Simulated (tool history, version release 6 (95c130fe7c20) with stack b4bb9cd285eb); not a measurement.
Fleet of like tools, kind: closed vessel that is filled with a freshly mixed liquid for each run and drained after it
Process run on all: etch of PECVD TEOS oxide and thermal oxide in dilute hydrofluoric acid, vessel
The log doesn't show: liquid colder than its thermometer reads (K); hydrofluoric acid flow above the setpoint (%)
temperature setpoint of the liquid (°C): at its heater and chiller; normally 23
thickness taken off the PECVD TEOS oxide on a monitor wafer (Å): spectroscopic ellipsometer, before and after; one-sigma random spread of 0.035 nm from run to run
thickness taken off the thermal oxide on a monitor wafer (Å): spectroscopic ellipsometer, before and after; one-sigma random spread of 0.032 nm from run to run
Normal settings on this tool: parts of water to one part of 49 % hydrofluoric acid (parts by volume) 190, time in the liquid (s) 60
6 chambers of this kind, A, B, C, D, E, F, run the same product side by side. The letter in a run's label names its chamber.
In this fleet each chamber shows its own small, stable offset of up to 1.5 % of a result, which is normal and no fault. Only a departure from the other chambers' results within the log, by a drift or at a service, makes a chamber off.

run,hour,temperature setpoint of the liquid (°C),parts of water to one part of 49 % hydrofluoric acid (parts by volume),time in the liquid (s),hours since the thermometer was replaced,hours since the hydrofluoric acid flow meter was replaced,"read-back film thickness of the PECVD TEOS oxide reference wafer, read on the same gauge (nm)","read-back film thickness of the thermal oxide reference wafer, read on the same gauge (nm)",thickness taken off the PECVD TEOS oxide on a monitor wafer (Å),thickness taken off the thermal oxide on a monitor wafer (Å)
1F,4.2,23,190,60,816.4,950.3,30.041,89.966,69.769,12.6110
2B,8.0,23,190,60,135.9,1837.9,30.016,90.026,68.639,12.9040
3E,14.3,23,190,60,82.5,173.6,29.991,90.026,70.087,12.4320
4D,18.5,23,190,60,330.4,480.4,29.993,89.981,68.928,12.9470
5A,24.9,23,190,60,405.3,800.4,29.980,90.040,69.683,12.2350
6C,30.9,23,190,60,310.4,664.2,30.007,90.042,68.891,12.3410
7C,35.2,23,190,60,314.7,668.5,29.966,90.029,69.101,12.6400
8B,42.8,21,100,60,170.7,1872.7,30.012,89.958,131.600,23.4860
9A,48.2,21,100,60,428.6,823.7,30.030,89.967,134.780,24.5370
10D,53.3,21,100,60,365.2,515.2,29.979,89.939,135.480,24.1470
11F,58.4,21,100,60,870.6,1004.5,30.004,90.030,136.330,24.7270
12E,63.8,21,100,60,132.0,223.1,29.996,90.012,138.220,24.8220
13B,67.7,21,100,60,195.6,1897.6,30.029,90.015,130.680,25.1300
14A,74.2,23,190,60,454.6,849.7,30.019,90.001,69.766,13.1500
15C,80.6,23,190,60,360.1,713.9,30.012,90.018,69.345,12.6980
16D,87.8,23,190,60,399.7,549.7,29.977,90.014,68.701,12.7140
17E,95.2,18,190,60,163.4,254.5,30.012,90.007,58.043,10.0670
18F,99.8,18,190,60,912.0,1045.9,30.005,89.996,56.724,10.5830
19A,105.5,18,190,60,485.9,881.0,29.976,90.015,57.508,10.5080
# hour 109.8: chamber A: thermometer replaced
20F,111.3,18,190,60,923.5,1057.4,30.051,90.018,57.037,10.4670
21D,115.4,18,190,60,427.3,577.3,30.037,89.955,56.889,10.1430
22C,121.4,18,190,60,400.9,754.7,29.983,90.021,56.936,10.0370
23E,125.0,20,270,60,193.2,284.3,30.035,89.926,40.306,7.1174
24B,131.7,20,270,60,259.6,1961.6,30.017,90.009,40.301,7.3351
25B,137.0,20,270,60,264.9,1966.9,29.983,89.985,40.373,7.4971
26A,140.6,20,270,60,30.9,916.1,29.998,89.966,40.055,7.4040
27F,147.0,20,270,60,959.2,1093.1,29.991,90.032,40.587,7.4079
28D,150.8,20,270,60,462.7,612.7,30.022,90.003,39.802,7.9154
29E,156.9,23,190,60,225.1,316.2,29.983,89.972,69.566,12.3970
30C,163.6,23,190,60,443.1,796.9,30.041,90.028,68.538,13.3070
31A,170.9,23,190,60,61.2,946.4,30.007,89.995,69.866,12.8060
32B,176.9,23,150,60,304.8,2006.8,30.019,89.978,90.620,16.9200
33C,182.6,23,150,60,462.1,815.9,30.022,89.995,91.514,17.3850
34D,185.9,23,150,60,497.8,647.8,29.982,89.977,91.770,16.4750
35E,191.9,23,150,60,260.1,351.2,30.031,90.021,93.417,16.6760
36F,195.9,23,150,60,1008.1,1142.0,30.004,90.041,92.314,16.2450
37A,202.0,23,150,60,92.3,977.5,29.997,90.036,92.173,15.9090
38E,209.2,23,190,60,277.4,368.5,30.002,90.030,69.913,12.9480

Which is it: a chamber that has drifted or been left off by a service, a gauge drift common to all chambers, or only each chamber's usual small offset? If a chamber is off, name it and its likeliest cause.

No chamber is off and the gauge is stable; the differences are just each chamber's small, constant offset.
